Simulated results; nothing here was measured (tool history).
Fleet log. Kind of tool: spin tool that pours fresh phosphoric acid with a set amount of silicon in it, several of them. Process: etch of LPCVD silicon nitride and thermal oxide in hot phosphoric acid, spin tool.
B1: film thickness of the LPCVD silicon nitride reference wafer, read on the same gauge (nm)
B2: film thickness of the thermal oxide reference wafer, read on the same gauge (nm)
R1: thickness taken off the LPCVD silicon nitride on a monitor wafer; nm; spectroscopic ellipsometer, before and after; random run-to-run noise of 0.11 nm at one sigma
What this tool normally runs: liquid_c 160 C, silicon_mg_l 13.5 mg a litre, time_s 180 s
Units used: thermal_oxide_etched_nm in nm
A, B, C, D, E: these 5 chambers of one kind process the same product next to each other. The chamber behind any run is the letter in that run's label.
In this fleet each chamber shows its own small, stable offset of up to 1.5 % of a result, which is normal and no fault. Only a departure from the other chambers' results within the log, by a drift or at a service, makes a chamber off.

Run 1C, day 0.329: usual settings; B1 39.993; B2 59.991. Result: R1 13.832 nm, thermal_oxide_etched_nm 0.37918 nm.
Run 2A, day 0.596: usual settings; B1 39.996; B2 59.995. Result: R1 13.746 nm, thermal_oxide_etched_nm 0.35823 nm.
Run 3E, day 0.829: usual settings; B1 40.021; B2 59.995. Result: R1 13.9 nm, thermal_oxide_etched_nm 0.39031 nm.
Run 4B, day 1.112: usual settings; B1 39.995; B2 59.978. Result: R1 13.99 nm, thermal_oxide_etched_nm 0.4184 nm.
At day 1.229: chamber E: heated supply line repaired.
Run 5D, day 1.383: usual settings; B1 39.987; B2 60.014. Result: R1 13.679 nm, thermal_oxide_etched_nm 0.37532 nm.
Run 6B, day 1.746: usual settings but silicon_mg_l 22.5 mg a litre, time_s 145 s; B1 39.985; B2 60.022. Result: R1 11.092 nm, thermal_oxide_etched_nm 0.21284 nm.
Run 7A, day 2.1: usual settings but silicon_mg_l 22.5 mg a litre, time_s 145 s; B1 40; B2 59.994. Result: R1 11.512 nm, thermal_oxide_etched_nm 0.2201 nm.
Run 8E, day 2.371: usual settings but silicon_mg_l 22.5 mg a litre, time_s 145 s; B1 39.974; B2 60.001. Result: R1 11.138 nm, thermal_oxide_etched_nm 0.24772 nm.
Run 9C, day 2.725: usual settings but silicon_mg_l 22.5 mg a litre, time_s 145 s; B1 40.013; B2 60.021. Result: R1 11.083 nm, thermal_oxide_etched_nm 0.22091 nm.
Run 10D, day 2.942: usual settings but silicon_mg_l 22.5 mg a litre, time_s 145 s; B1 39.986; B2 59.977. Result: R1 11.115 nm, thermal_oxide_etched_nm 0.23907 nm.
Run 11E, day 3.288: usual settings; B1 39.995; B2 60.033. Result: R1 13.679 nm, thermal_oxide_etched_nm 0.35565 nm.
Run 12C, day 3.533: usual settings; B1 40.016; B2 60.028. Result: R1 13.996 nm, thermal_oxide_etched_nm 0.39141 nm.
Run 13B, day 3.808: usual settings; B1 39.995; B2 59.973. Result: R1 13.896 nm, thermal_oxide_etched_nm 0.31697 nm.
Run 14D, day 3.996: usual settings; B1 39.98; B2 60.004. Result: R1 13.735 nm, thermal_oxide_etched_nm 0.37249 nm.
Run 15A, day 4.175: usual settings; B1 40; B2 60.02. Result: R1 13.769 nm, thermal_oxide_etched_nm 0.39328 nm.
Run 16C, day 4.425: usual settings but silicon_mg_l 22.5 mg a litre; B1 39.984; B2 59.994. Result: R1 13.889 nm, thermal_oxide_etched_nm 0.30022 nm.
Run 17B, day 4.762: usual settings but silicon_mg_l 22.5 mg a litre; B1 39.981; B2 60.007. Result: R1 13.947 nm, thermal_oxide_etched_nm 0.3195 nm.
Run 18A, day 5.042: usual settings but silicon_mg_l 22.5 mg a litre; B1 39.988; B2 59.991. Result: R1 14.035 nm, thermal_oxide_etched_nm 0.33671 nm.
Run 19D, day 5.333: usual settings but silicon_mg_l 22.5 mg a litre; B1 40; B2 59.978. Result: R1 13.774 nm, thermal_oxide_etched_nm 0.28309 nm.
Run 20E, day 5.538: usual settings but silicon_mg_l 22.5 mg a litre; B1 40.002; B2 59.997. Result: R1 13.896 nm, thermal_oxide_etched_nm 0.277 nm.
Run 21B, day 5.904: usual settings; B1 39.981; B2 60.021. Result: R1 13.894 nm, thermal_oxide_etched_nm 0.40759 nm.
Run 22A, day 6.192: usual settings but liquid_c 159 C, time_s 240 s; B1 39.989; B2 59.957. Result: R1 18.059 nm, thermal_oxide_etched_nm 0.49312 nm.
Run 23D, day 6.383: usual settings but liquid_c 159 C, time_s 240 s; B1 39.99; B2 59.997. Result: R1 17.558 nm, thermal_oxide_etched_nm 0.44722 nm.
Run 24C, day 6.625: usual settings but liquid_c 159 C, time_s 240 s; B1 40.011; B2 60.012. Result: R1 17.755 nm, thermal_oxide_etched_nm 0.46182 nm.
Run 25E, day 6.979: usual settings but liquid_c 159 C, time_s 240 s; B1 40.004; B2 60.012. Result: R1 17.995 nm, thermal_oxide_etched_nm 0.52935 nm.
Run 26D, day 7.242: usual settings but liquid_c 159 C, time_s 240 s; B1 40.01; B2 60.021. Result: R1 17.842 nm, thermal_oxide_etched_nm 0.51514 nm.
Run 27E, day 7.621: usual settings but silicon_mg_l 3.5 mg a litre, time_s 135 s; B1 40.015; B2 60.044. Result: R1 10.245 nm, thermal_oxide_etched_nm 0.3921 nm.
Run 28A, day 7.858: usual settings but silicon_mg_l 3.5 mg a litre, time_s 135 s; B1 39.986; B2 60.016. Result: R1 10.539 nm, thermal_oxide_etched_nm 0.36489 nm.
Run 29C, day 8.054: usual settings but silicon_mg_l 3.5 mg a litre, time_s 135 s; B1 39.993; B2 59.956. Result: R1 10.561 nm, thermal_oxide_etched_nm 0.29793 nm.
Run 30B, day 8.338: usual settings but silicon_mg_l 3.5 mg a litre, time_s 135 s; B1 40.017; B2 59.984. Result: R1 10.259 nm, thermal_oxide_etched_nm 0.37514 nm.
Run 31A, day 8.508: usual settings but silicon_mg_l 3.5 mg a litre, time_s 135 s; B1 40.004; B2 59.986. Result: R1 10.575 nm, thermal_oxide_etched_nm 0.3584 nm.
Run 32C, day 8.729: usual settings; B1 40; B2 59.997. Result: R1 13.896 nm, thermal_oxide_etched_nm 0.38219 nm.
At day 8.925: chamber B: thermometer replaced.
Run 33D, day 8.942: usual settings; B1 40.008; B2 60.007. Result: R1 13.631 nm, thermal_oxide_etched_nm 0.38839 nm.
Run 34E, day 9.121: usual settings; B1 40.015; B2 59.98. Result: R1 13.815 nm, thermal_oxide_etched_nm 0.37318 nm.
Run 35B, day 9.35: usual settings; B1 39.987; B2 59.981. Result: R1 13.845 nm, thermal_oxide_etched_nm 0.3924 nm.
Run 36B, day 9.729: usual settings but silicon_mg_l 21.5 mg a litre; B1 40.002; B2 59.983. Result: R1 13.897 nm, thermal_oxide_etched_nm 0.28965 nm.

Decide between three cases: one chamber stands off from its peers, the gauge reading all wafers drifts, or nothing is wrong past each chamber's small offset. Where a chamber is off, say which and what most likely put it there.

No chamber stands off beyond its own small offset, and the gauge holds steady.

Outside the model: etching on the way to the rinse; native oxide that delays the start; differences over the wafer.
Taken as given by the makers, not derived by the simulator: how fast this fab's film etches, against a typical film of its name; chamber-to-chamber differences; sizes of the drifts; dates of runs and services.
